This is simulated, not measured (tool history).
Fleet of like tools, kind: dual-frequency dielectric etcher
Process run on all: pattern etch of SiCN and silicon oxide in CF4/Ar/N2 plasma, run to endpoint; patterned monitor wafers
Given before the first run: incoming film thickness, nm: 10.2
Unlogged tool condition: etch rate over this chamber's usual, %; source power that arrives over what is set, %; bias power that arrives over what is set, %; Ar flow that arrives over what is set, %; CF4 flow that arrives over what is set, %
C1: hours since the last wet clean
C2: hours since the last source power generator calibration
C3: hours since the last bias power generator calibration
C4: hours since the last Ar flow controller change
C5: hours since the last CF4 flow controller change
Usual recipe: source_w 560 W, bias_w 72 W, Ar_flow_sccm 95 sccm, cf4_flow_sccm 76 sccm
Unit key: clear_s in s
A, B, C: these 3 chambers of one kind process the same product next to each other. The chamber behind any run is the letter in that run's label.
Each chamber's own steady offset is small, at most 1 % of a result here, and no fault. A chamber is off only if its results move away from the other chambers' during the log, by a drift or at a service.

{"run": "1B", "hour": 6.0, "source_w": 560, "bias_w": 72, "Ar_flow_sccm": 95, "cf4_flow_sccm": 76, "C1": 144.8, "C2": 937.5, "C3": 1220.9, "C4": 2011.2, "C5": 2107.3, "clear_s": 9.502}
{"run": "2A", "hour": 13.5, "source_w": 560, "bias_w": 72, "Ar_flow_sccm": 95, "cf4_flow_sccm": 76, "C1": 168.6, "C2": 3377, "C3": 54.6, "C4": 5481.2, "C5": 2161.2, "clear_s": 9.5757}
{"run": "3C", "hour": 26.6, "source_w": 560, "bias_w": 72, "Ar_flow_sccm": 95, "cf4_flow_sccm": 76, "C1": 470.3, "C2": 994.8, "C3": 1790.6, "C4": 2846.7, "C5": 1128.8, "clear_s": 9.6437}
{"run": "4A", "hour": 34.7, "source_w": 560, "bias_w": 72, "Ar_flow_sccm": 95, "cf4_flow_sccm": 76, "C1": 189.8, "C2": 3398.2, "C3": 75.8, "C4": 5502.4, "C5": 2182.4, "clear_s": 9.5786}
{"run": "5C", "hour": 43.7, "source_w": 560, "bias_w": 72, "Ar_flow_sccm": 95, "cf4_flow_sccm": 76, "C1": 487.4, "C2": 1011.9, "C3": 1807.7, "C4": 2863.8, "C5": 1145.9, "clear_s": 9.5798}
{"run": "6B", "hour": 55.1, "source_w": 560, "bias_w": 72, "Ar_flow_sccm": 95, "cf4_flow_sccm": 76, "C1": 193.9, "C2": 986.6, "C3": 1270, "C4": 2060.3, "C5": 2156.4, "clear_s": 9.4883}
{"hour": 63.2, "done": "chamber C: bias power generator calibrated"}
{"run": "7B", "hour": 65.4, "source_w": 560, "bias_w": 72, "Ar_flow_sccm": 95, "cf4_flow_sccm": 76, "C1": 204.2, "C2": 996.9, "C3": 1280.3, "C4": 2070.6, "C5": 2166.7, "clear_s": 9.4559}
{"run": "8A", "hour": 78.4, "source_w": 560, "bias_w": 72, "Ar_flow_sccm": 95, "cf4_flow_sccm": 76, "C1": 233.5, "C2": 3441.9, "C3": 119.5, "C4": 5546.1, "C5": 2226.1, "clear_s": 9.6038}
{"run": "9C", "hour": 90.6, "source_w": 560, "bias_w": 72, "Ar_flow_sccm": 95, "cf4_flow_sccm": 76, "C1": 534.3, "C2": 1058.8, "C3": 27.4, "C4": 2910.7, "C5": 1192.8, "clear_s": 9.565}
{"run": "10A", "hour": 98.2, "source_w": 560, "bias_w": 72, "Ar_flow_sccm": 95, "cf4_flow_sccm": 76, "C1": 253.3, "C2": 3461.7, "C3": 139.3, "C4": 5565.9, "C5": 2245.9, "clear_s": 9.6139}
{"run": "11B", "hour": 104.6, "source_w": 560, "bias_w": 72, "Ar_flow_sccm": 95, "cf4_flow_sccm": 76, "C1": 243.4, "C2": 1036.1, "C3": 1319.5, "C4": 2109.8, "C5": 2205.9, "clear_s": 9.5056}
{"run": "12C", "hour": 114.4, "source_w": 560, "bias_w": 72, "Ar_flow_sccm": 95, "cf4_flow_sccm": 76, "C1": 558.1, "C2": 1082.6, "C3": 51.2, "C4": 2934.5, "C5": 1216.6, "clear_s": 9.567}
{"hour": 125.5, "done": "chamber C: wet clean of the chamber"}
{"run": "13C", "hour": 125.8, "source_w": 560, "bias_w": 72, "Ar_flow_sccm": 95, "cf4_flow_sccm": 76, "C1": 0.4, "C2": 1094, "C3": 62.6, "C4": 2945.9, "C5": 1228, "clear_s": 9.5787}
{"run": "14A", "hour": 133.1, "source_w": 560, "bias_w": 63, "Ar_flow_sccm": 95, "cf4_flow_sccm": 86, "C1": 288.2, "C2": 3496.6, "C3": 174.2, "C4": 5600.8, "C5": 2280.8, "clear_s": 9.8823}
{"run": "15B", "hour": 143.0, "source_w": 560, "bias_w": 63, "Ar_flow_sccm": 95, "cf4_flow_sccm": 86, "C1": 281.8, "C2": 1074.5, "C3": 1357.9, "C4": 2148.2, "C5": 2244.3, "clear_s": 9.6741}
{"run": "16C", "hour": 154.6, "source_w": 560, "bias_w": 63, "Ar_flow_sccm": 95, "cf4_flow_sccm": 86, "C1": 29.2, "C2": 1122.8, "C3": 91.4, "C4": 2974.7, "C5": 1256.8, "clear_s": 9.8449}
{"run": "17B", "hour": 165.9, "source_w": 510, "bias_w": 72, "Ar_flow_sccm": 95, "cf4_flow_sccm": 60, "C1": 304.7, "C2": 1097.4, "C3": 1380.8, "C4": 2171.1, "C5": 2267.2, "clear_s": 10.653}
{"run": "18A", "hour": 175.6, "source_w": 510, "bias_w": 72, "Ar_flow_sccm": 95, "cf4_flow_sccm": 60, "C1": 330.7, "C2": 3539.1, "C3": 216.7, "C4": 5643.3, "C5": 2323.3, "clear_s": 10.75}
{"run": "19C", "hour": 187.0, "source_w": 510, "bias_w": 72, "Ar_flow_sccm": 95, "cf4_flow_sccm": 60, "C1": 61.6, "C2": 1155.2, "C3": 123.8, "C4": 3007.1, "C5": 1289.2, "clear_s": 10.781}
{"run": "20B", "hour": 199.8, "source_w": 560, "bias_w": 72, "Ar_flow_sccm": 95, "cf4_flow_sccm": 76, "C1": 338.6, "C2": 1131.3, "C3": 1414.7, "C4": 2205, "C5": 2301.1, "clear_s": 9.4668}
{"hour": 207.3, "done": "chamber A: wet clean of the chamber"}
{"run": "21A", "hour": 211.5, "source_w": 560, "bias_w": 72, "Ar_flow_sccm": 95, "cf4_flow_sccm": 76, "C1": 4.3, "C2": 3575, "C3": 252.6, "C4": 5679.2, "C5": 2359.2, "clear_s": 9.6476}
{"run": "22C", "hour": 219.1, "source_w": 560, "bias_w": 72, "Ar_flow_sccm": 95, "cf4_flow_sccm": 76, "C1": 93.7, "C2": 1187.3, "C3": 155.9, "C4": 3039.2, "C5": 1321.3, "clear_s": 9.5537}
{"run": "23B", "hour": 228.7, "source_w": 560, "bias_w": 72, "Ar_flow_sccm": 95, "cf4_flow_sccm": 76, "C1": 367.5, "C2": 1160.2, "C3": 1443.6, "C4": 2233.9, "C5": 2330, "clear_s": 9.5431}
{"run": "24A", "hour": 241.3, "source_w": 560, "bias_w": 72, "Ar_flow_sccm": 95, "cf4_flow_sccm": 76, "C1": 34.1, "C2": 3604.8, "C3": 282.4, "C4": 5709, "C5": 2389, "clear_s": 9.5707}
{"run": "25C", "hour": 251.0, "source_w": 560, "bias_w": 72, "Ar_flow_sccm": 95, "cf4_flow_sccm": 76, "C1": 125.6, "C2": 1219.2, "C3": 187.8, "C4": 3071.1, "C5": 1353.2, "clear_s": 9.5276}
{"run": "26B", "hour": 257.3, "source_w": 560, "bias_w": 72, "Ar_flow_sccm": 95, "cf4_flow_sccm": 76, "C1": 396.1, "C2": 1188.8, "C3": 1472.2, "C4": 2262.5, "C5": 2358.6, "clear_s": 9.492}
{"run": "27A", "hour": 269.0, "source_w": 560, "bias_w": 72, "Ar_flow_sccm": 95, "cf4_flow_sccm": 76, "C1": 61.8, "C2": 3632.5, "C3": 310.1, "C4": 5736.7, "C5": 2416.7, "clear_s": 9.586}
{"run": "28B", "hour": 278.2, "source_w": 560, "bias_w": 72, "Ar_flow_sccm": 95, "cf4_flow_sccm": 76, "C1": 417, "C2": 1209.7, "C3": 1493.1, "C4": 2283.4, "C5": 2379.5, "clear_s": 9.5173}
{"run": "29C", "hour": 284.3, "source_w": 560, "bias_w": 72, "Ar_flow_sccm": 95, "cf4_flow_sccm": 76, "C1": 158.9, "C2": 1252.5, "C3": 221.1, "C4": 3104.4, "C5": 1386.5, "clear_s": 9.5671}
{"run": "30A", "hour": 295.6, "source_w": 560, "bias_w": 72, "Ar_flow_sccm": 95, "cf4_flow_sccm": 76, "C1": 88.4, "C2": 3659.1, "C3": 336.7, "C4": 5763.3, "C5": 2443.3, "clear_s": 9.6064}
{"run": "31C", "hour": 302.5, "source_w": 560, "bias_w": 72, "Ar_flow_sccm": 95, "cf4_flow_sccm": 76, "C1": 177.1, "C2": 1270.7, "C3": 239.3, "C4": 3122.6, "C5": 1404.7, "clear_s": 9.627}
{"run": "32B", "hour": 315.1, "source_w": 490, "bias_w": 72, "Ar_flow_sccm": 95, "cf4_flow_sccm": 64, "C1": 453.9, "C2": 1246.6, "C3": 1530, "C4": 2320.3, "C5": 2416.4, "clear_s": 10.932}
{"hour": 316.9, "done": "chamber A: source power generator calibrated"}
{"run": "33A", "hour": 323.7, "source_w": 490, "bias_w": 72, "Ar_flow_sccm": 95, "cf4_flow_sccm": 64, "C1": 116.5, "C2": 6.8, "C3": 364.8, "C4": 5791.4, "C5": 2471.4, "clear_s": 11.063}
{"run": "34C", "hour": 332.2, "source_w": 490, "bias_w": 72, "Ar_flow_sccm": 95, "cf4_flow_sccm": 64, "C1": 206.8, "C2": 1300.4, "C3": 269, "C4": 3152.3, "C5": 1434.4, "clear_s": 11.038}
{"run": "35A", "hour": 344.1, "source_w": 560, "bias_w": 72, "Ar_flow_sccm": 95, "cf4_flow_sccm": 76, "C1": 136.9, "C2": 27.2, "C3": 385.2, "C4": 5811.8, "C5": 2491.8, "clear_s": 9.5663}
{"run": "36B", "hour": 352.1, "source_w": 560, "bias_w": 72, "Ar_flow_sccm": 95, "cf4_flow_sccm": 76, "C1": 490.9, "C2": 1283.6, "C3": 1567, "C4": 2357.3, "C5": 2453.4, "clear_s": 9.5028}
{"run": "37B", "hour": 360.2, "source_w": 560, "bias_w": 72, "Ar_flow_sccm": 95, "cf4_flow_sccm": 76, "C1": 499, "C2": 1291.7, "C3": 1575.1, "C4": 2365.4, "C5": 2461.5, "clear_s": 9.5903}
{"run": "38C", "hour": 366.1, "source_w": 560, "bias_w": 72, "Ar_flow_sccm": 95, "cf4_flow_sccm": 76, "C1": 240.7, "C2": 1334.3, "C3": 302.9, "C4": 3186.2, "C5": 1468.3, "clear_s": 9.5162}
{"run": "39A", "hour": 378.9, "source_w": 560, "bias_w": 72, "Ar_flow_sccm": 95, "cf4_flow_sccm": 76, "C1": 171.7, "C2": 62, "C3": 420, "C4": 5846.6, "C5": 2526.6, "clear_s": 9.6}
{"run": "40C", "hour": 385.0, "source_w": 560, "bias_w": 72, "Ar_flow_sccm": 95, "cf4_flow_sccm": 76, "C1": 259.6, "C2": 1353.2, "C3": 321.8, "C4": 3205.1, "C5": 1487.2, "clear_s": 9.598}

All 3 chambers run these settings next. Forecast each chamber's results:
{"run": "41A", "hour": 394.3, "source_w": 560, "bias_w": 72, "Ar_flow_sccm": 95, "cf4_flow_sccm": 76, "clear_s": "?"}
{"run": "41B", "hour": 394.3, "source_w": 560, "bias_w": 72, "Ar_flow_sccm": 95, "cf4_flow_sccm": 76, "clear_s": "?"}
{"run": "41C", "hour": 394.3, "source_w": 560, "bias_w": 72, "Ar_flow_sccm": 95, "cf4_flow_sccm": 76, "clear_s": "?"}

run=41A clear_s=9.6214
run=41B clear_s=9.4644
run=41C clear_s=9.6442

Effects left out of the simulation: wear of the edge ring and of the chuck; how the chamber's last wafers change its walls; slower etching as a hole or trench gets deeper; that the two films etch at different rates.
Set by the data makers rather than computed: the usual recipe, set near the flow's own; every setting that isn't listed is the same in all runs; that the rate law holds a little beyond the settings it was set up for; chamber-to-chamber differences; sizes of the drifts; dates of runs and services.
